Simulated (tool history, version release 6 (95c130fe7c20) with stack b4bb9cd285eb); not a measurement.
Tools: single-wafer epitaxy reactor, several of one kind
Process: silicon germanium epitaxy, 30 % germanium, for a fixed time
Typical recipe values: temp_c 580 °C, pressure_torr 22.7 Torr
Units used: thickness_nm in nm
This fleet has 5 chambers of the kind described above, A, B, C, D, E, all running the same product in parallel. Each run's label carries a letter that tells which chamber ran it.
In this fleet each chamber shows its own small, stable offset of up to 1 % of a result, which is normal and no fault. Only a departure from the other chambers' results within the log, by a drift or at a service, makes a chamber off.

run,hour,temp_c,pressure_torr,"read-back reference wafer on the same gauge, thickness_nm",thickness_nm
1A,10.4,580,22.7,34.846,42.208
2E,22.9,580,22.7,34.795,42.466
# hour 32.9: chamber D: pyrometer calibrated
3D,34,580,22.7,34.831,42.718
4B,40.3,580,22.7,34.818,42.303
5C,48.5,580,22.7,34.81,43.019
6B,54.2,580,22.7,34.792,42.511
7C,65.9,568,22.7,34.807,33.693
8D,74,568,22.7,34.813,33.737
9A,81.8,568,22.7,34.804,33.586
10E,94.1,568,22.7,34.835,33.973
11B,100.8,568,22.7,34.837,33.897
# hour 101.6: chamber E: capacitance manometer re-zeroed and calibrated
12A,109.6,580,22.7,34.781,42.703
13C,117.7,580,22.7,34.803,43.199
14D,123.1,580,22.7,34.759,42.328
15E,129,580,22.7,34.806,43.014
16D,139.6,580,22.7,34.829,42.836
17C,148.7,580,22.7,34.851,43.298
18A,161.2,580,22.7,34.803,42.236
19B,172,580,22.7,34.852,42.327
20E,179.2,592,17.6,34.805,48.422
21C,190,592,17.6,34.782,48.243
22A,197.9,592,17.6,34.771,47.484
23E,205.3,592,17.6,34.82,47.922
24D,211.4,592,17.6,34.804,47.678
25B,217.6,580,22.7,34.807,42.11
26C,227.4,580,22.7,34.774,42.876
27E,238.6,580,22.7,34.786,42.556
28A,245.6,580,22.7,34.769,42.19
29D,252.6,580,22.7,34.782,42.767
30B,261.6,580,22.7,34.78,42.515
# hour 262.4: chamber E: pyrometer calibrated
31A,270.6,580,22.7,34.786,42.691
32E,278.8,580,22.7,34.798,42.869
33B,289,580,22.7,34.822,42.291
34C,295.3,580,22.7,34.766,42.96
35D,302.8,580,22.7,34.781,42.662
36D,310.9,589,19.7,34.801,47.266
37A,319.6,589,19.7,34.815,47.255
38B,327.2,589,19.7,34.794,47.107
# hour 334.7: chamber C: capacitance manometer re-zeroed and calibrated
39C,336,589,19.7,34.838,48.116
40E,343.3,589,19.7,34.82,47.508
41A,351.7,580,22.7,34.836,42.471
42D,361.3,580,22.7,34.79,42.912
43C,370,587,27,34.854,52.466
44E,377,587,27,34.799,52.509

Next, every chamber runs the same settings. What will each give?
45A,385.9,580,22.7,,?
45B,385.9,580,22.7,,?
45C,385.9,580,22.7,,?
45D,385.9,580,22.7,,?
45E,385.9,580,22.7,,?

run,thickness_nm
45A,42.456
45B,42.414
45C,43.205
45D,42.344
45E,42.584
